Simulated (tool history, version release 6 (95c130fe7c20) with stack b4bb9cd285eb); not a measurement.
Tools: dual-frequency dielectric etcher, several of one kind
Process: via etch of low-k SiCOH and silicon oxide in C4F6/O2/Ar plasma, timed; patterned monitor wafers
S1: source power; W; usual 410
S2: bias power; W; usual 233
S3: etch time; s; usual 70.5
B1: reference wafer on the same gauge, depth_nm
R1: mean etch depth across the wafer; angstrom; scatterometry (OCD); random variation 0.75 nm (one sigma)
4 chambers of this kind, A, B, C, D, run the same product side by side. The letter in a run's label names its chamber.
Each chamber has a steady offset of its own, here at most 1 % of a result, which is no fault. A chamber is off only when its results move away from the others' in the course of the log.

run	hour	S1	S2	S3	B1	R1
1C	10.2	410	233	70.5	184.00	2145.9
2D	21.9	410	233	70.5	183.93	2173.7
3B	32.0	410	233	70.5	183.95	2168.4
4A	38.6	410	233	70.5	184.10	2172.4
5C	46.1	410	233	70.5	184.18	2177.2
6A	57.3	410	233	70.5	184.01	2173.0
7B	68.0	410	233	70.5	183.82	2160.1
8D	79.2	410	233	70.5	184.04	2166.2
9D	89.7	410	233	70.5	183.97	2173.7
10B	95.8	410	233	70.5	184.28	2172.0
11A	107.6	410	233	70.5	183.99	2192.2
12C	113.9	410	233	70.5	183.95	2163.9
13B	123.3	410	233	70.5	184.25	2168.3
14A	134.7	410	233	70.5	184.06	2181.7
15D	146.0	410	233	70.5	183.96	2157.0
16C	156.8	410	233	70.5	183.87	2177.4
17A	166.8	410	233	70.5	183.87	2176.7
18D	174.9	410	233	70.5	184.11	2168.4
19C	186.0	410	185	53.5	183.92	1519.7
20B	194.4	410	185	53.5	184.04	1526.9
# hour 194.8: chamber A: wet clean of the chamber
21B	201.7	410	185	53.5	183.98	1530.1
# hour 204.1: chamber B: wet clean of the chamber
22A	209.2	410	185	53.5	183.98	1539.1
23D	218.0	410	233	70.5	183.97	2170.3
24C	225.8	410	233	70.5	184.01	2156.4
25B	233.1	410	233	70.5	184.17	2163.0
26A	241.2	410	233	51.0	184.06	1567.8
# hour 243.6: chamber C: wet clean of the chamber
27D	249.4	410	233	51.0	183.94	1574.5
28C	257.7	410	233	51.0	184.04	1570.2
# hour 265.6: chamber B: source power generator calibrated
29D	267.9	410	233	51.0	184.00	1572.0
30B	275.6	410	233	70.5	183.92	2148.5
31C	283.7	410	288	70.5	184.11	2320.8
# hour 291.9: chamber D: wet clean of the chamber
32A	292.8	410	288	70.5	184.01	2349.0
33D	304.7	410	288	70.5	184.11	2321.4

Is one chamber off against the others, does the gauge drift, or is nothing wrong? If a chamber is off, say which, and what the likeliest cause is.

No chamber stands off beyond its own small offset, and the gauge holds steady.
